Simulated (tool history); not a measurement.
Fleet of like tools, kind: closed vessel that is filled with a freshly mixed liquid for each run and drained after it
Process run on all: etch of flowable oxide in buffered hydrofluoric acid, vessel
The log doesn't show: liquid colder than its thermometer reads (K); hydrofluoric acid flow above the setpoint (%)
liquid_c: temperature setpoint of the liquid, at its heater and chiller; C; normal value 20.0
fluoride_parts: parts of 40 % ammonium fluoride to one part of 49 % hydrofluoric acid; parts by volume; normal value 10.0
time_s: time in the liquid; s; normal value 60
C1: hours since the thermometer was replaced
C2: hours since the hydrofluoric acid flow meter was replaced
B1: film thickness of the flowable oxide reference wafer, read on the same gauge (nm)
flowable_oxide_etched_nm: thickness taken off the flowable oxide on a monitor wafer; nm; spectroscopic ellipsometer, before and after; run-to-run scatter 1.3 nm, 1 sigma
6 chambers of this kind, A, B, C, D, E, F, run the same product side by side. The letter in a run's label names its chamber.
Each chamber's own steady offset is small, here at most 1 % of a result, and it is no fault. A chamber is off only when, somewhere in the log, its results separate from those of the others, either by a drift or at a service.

Run 1E, hour 11.4: usual settings; C1 1112.5; C2 538.8; B1 90.036. Result: flowable_oxide_etched_nm 138.010 nm.
Run 2D, hour 16.4: usual settings; C1 102.3; C2 560.2; B1 89.980. Result: flowable_oxide_etched_nm 140.640 nm.
Run 3C, hour 27.2: usual settings; C1 645.6; C2 1316.5; B1 89.988. Result: flowable_oxide_etched_nm 139.080 nm.
Run 4F, hour 34.4: usual settings; C1 2265.3; C2 797.4; B1 89.990. Result: flowable_oxide_etched_nm 139.550 nm.
Run 5B, hour 43.6: usual settings; C1 1904.6; C2 855.7; B1 90.011. Result: flowable_oxide_etched_nm 140.660 nm.
Run 6A, hour 54.1: usual settings; C1 256.2; C2 1143.1; B1 89.989. Result: flowable_oxide_etched_nm 140.840 nm.
Run 7F, hour 65.1: usual settings; C1 2296.0; C2 828.1; B1 89.989. Result: flowable_oxide_etched_nm 140.780 nm.
Run 8E, hour 73.6: usual settings; C1 1174.7; C2 601.0; B1 90.027. Result: flowable_oxide_etched_nm 140.560 nm.
Run 9C, hour 84.6: usual settings but liquid_c 17.0 C, time_s 75 s; C1 703.0; C2 1373.9; B1 90.000. Result: flowable_oxide_etched_nm 150.220 nm.
Run 10D, hour 90.9: usual settings but liquid_c 17.0 C, time_s 75 s; C1 176.8; C2 634.7; B1 90.003. Result: flowable_oxide_etched_nm 146.650 nm.
Run 11B, hour 96.7: usual settings but liquid_c 17.0 C, time_s 75 s; C1 1957.7; C2 908.8; B1 90.010. Result: flowable_oxide_etched_nm 146.800 nm.
Run 12A, hour 101.7: usual settings but liquid_c 17.0 C, time_s 75 s; C1 303.8; C2 1190.7; B1 90.006. Result: flowable_oxide_etched_nm 148.610 nm.
Run 13E, hour 109.9: usual settings but liquid_c 17.0 C, time_s 75 s; C1 1211.0; C2 637.3; B1 89.966. Result: flowable_oxide_etched_nm 146.730 nm.
Run 14F, hour 120.5: usual settings but liquid_c 17.0 C, time_s 75 s; C1 2351.4; C2 883.5; B1 90.002. Result: flowable_oxide_etched_nm 147.950 nm.
Run 15B, hour 130.1: usual settings; C1 1991.1; C2 942.2; B1 90.037. Result: flowable_oxide_etched_nm 140.360 nm.
Run 16A, hour 140.3: usual settings; C1 342.4; C2 1229.3; B1 90.044. Result: flowable_oxide_etched_nm 139.150 nm.
Run 17C, hour 149.8: usual settings but fluoride_parts 7.5 parts by volume, time_s 80 s; C1 768.2; C2 1439.1; B1 90.015. Result: flowable_oxide_etched_nm 240.370 nm.
Run 18D, hour 154.9: usual settings but fluoride_parts 7.5 parts by volume, time_s 80 s; C1 240.8; C2 698.7; B1 90.032. Result: flowable_oxide_etched_nm 248.830 nm.
Run 19C, hour 163.2: usual settings but fluoride_parts 7.5 parts by volume, time_s 80 s; C1 781.6; C2 1452.5; B1 89.972. Result: flowable_oxide_etched_nm 245.550 nm.
At hour 173.2: chamber F: hydrofluoric acid flow meter replaced.
Run 20F, hour 174.3: usual settings but fluoride_parts 7.5 parts by volume, time_s 80 s; C1 2405.2; C2 1.1; B1 89.991. Result: flowable_oxide_etched_nm 245.370 nm.
Run 21E, hour 181.6: usual settings but fluoride_parts 7.5 parts by volume, time_s 80 s; C1 1282.7; C2 709.0; B1 89.971. Result: flowable_oxide_etched_nm 257.440 nm.
Run 22A, hour 192.6: usual settings but fluoride_parts 7.5 parts by volume, time_s 80 s; C1 394.7; C2 1281.6; B1 89.988. Result: flowable_oxide_etched_nm 243.760 nm.
Run 23B, hour 199.8: usual settings; C1 2060.8; C2 1011.9; B1 89.966. Result: flowable_oxide_etched_nm 141.840 nm.
At hour 205.2: chamber F: thermometer replaced.
Run 24D, hour 206.7: usual settings; C1 292.6; C2 750.5; B1 90.004. Result: flowable_oxide_etched_nm 141.160 nm.
Run 25D, hour 217.1: usual settings but liquid_c 18.0 C, time_s 90 s; C1 303.0; C2 760.9; B1 90.027. Result: flowable_oxide_etched_nm 189.970 nm.
Run 26E, hour 223.7: usual settings but liquid_c 18.0 C, time_s 90 s; C1 1324.8; C2 751.1; B1 90.009. Result: flowable_oxide_etched_nm 192.460 nm.
Run 27F, hour 229.7: usual settings but liquid_c 18.0 C, time_s 90 s; C1 24.6; C2 56.5; B1 90.035. Result: flowable_oxide_etched_nm 189.100 nm.
Run 28C, hour 237.0: usual settings but liquid_c 18.0 C, time_s 90 s; C1 855.4; C2 1526.3; B1 89.985. Result: flowable_oxide_etched_nm 189.550 nm.
Run 29B, hour 248.0: usual settings but liquid_c 18.0 C, time_s 90 s; C1 2109.0; C2 1060.1; B1 90.008. Result: flowable_oxide_etched_nm 186.150 nm.
Run 30A, hour 258.4: usual settings but liquid_c 18.0 C, time_s 90 s; C1 460.5; C2 1347.4; B1 89.996. Result: flowable_oxide_etched_nm 188.580 nm.
Run 31C, hour 266.8: usual settings; C1 885.2; C2 1556.1; B1 90.010. Result: flowable_oxide_etched_nm 141.940 nm.
Run 32D, hour 276.9: usual settings; C1 362.8; C2 820.7; B1 90.005. Result: flowable_oxide_etched_nm 140.590 nm.
Run 33B, hour 288.4: usual settings; C1 2149.4; C2 1100.5; B1 90.033. Result: flowable_oxide_etched_nm 140.400 nm.
Run 34A, hour 297.3: usual settings but liquid_c 22.5 C, fluoride_parts 13.0 parts by volume; C1 499.4; C2 1386.3; B1 90.009. Result: flowable_oxide_etched_nm 126.910 nm.
Run 35E, hour 307.1: usual settings but liquid_c 22.5 C, fluoride_parts 13.0 parts by volume; C1 1408.2; C2 834.5; B1 89.984. Result: flowable_oxide_etched_nm 133.320 nm.
Run 36F, hour 317.2: usual settings but liquid_c 22.5 C, fluoride_parts 13.0 parts by volume; C1 112.1; C2 144.0; B1 89.954. Result: flowable_oxide_etched_nm 122.670 nm.
Run 37C, hour 325.4: usual settings but liquid_c 22.5 C, fluoride_parts 13.0 parts by volume; C1 943.8; C2 1614.7; B1 90.019. Result: flowable_oxide_etched_nm 124.960 nm.
Run 38B, hour 331.9: usual settings but liquid_c 22.5 C, fluoride_parts 13.0 parts by volume; C1 2192.9; C2 1144.0; B1 90.014. Result: flowable_oxide_etched_nm 126.730 nm.
Run 39E, hour 339.7: usual settings but liquid_c 22.5 C, fluoride_parts 13.0 parts by volume; C1 1440.8; C2 867.1; B1 89.993. Result: flowable_oxide_etched_nm 136.030 nm.
Run 40F, hour 345.5: usual settings but time_s 75 s; C1 140.4; C2 172.3; B1 89.997. Result: flowable_oxide_etched_nm 173.530 nm.
Run 41D, hour 355.2: usual settings but time_s 75 s; C1 441.1; C2 899.0; B1 89.980. Result: flowable_oxide_etched_nm 176.000 nm.

Predict what each chamber gives when all 6 of them run the settings below next.
Run 42A, hour 363.4: usual settings but time_s 30 s. Result: flowable_oxide_etched_nm ?.
Run 42B, hour 363.4: usual settings but time_s 30 s. Result: flowable_oxide_etched_nm ?.
Run 42C, hour 363.4: usual settings but time_s 30 s. Result: flowable_oxide_etched_nm ?.
Run 42D, hour 363.4: usual settings but time_s 30 s. Result: flowable_oxide_etched_nm ?.
Run 42E, hour 363.4: usual settings but time_s 30 s. Result: flowable_oxide_etched_nm ?.
Run 42F, hour 363.4: usual settings but time_s 30 s. Result: flowable_oxide_etched_nm ?.

run  flowable_oxide_etched_nm
42A                    69.231
42B                    69.720
42C                    69.834
42D                    72.019
42E                    75.495
42F                    69.093
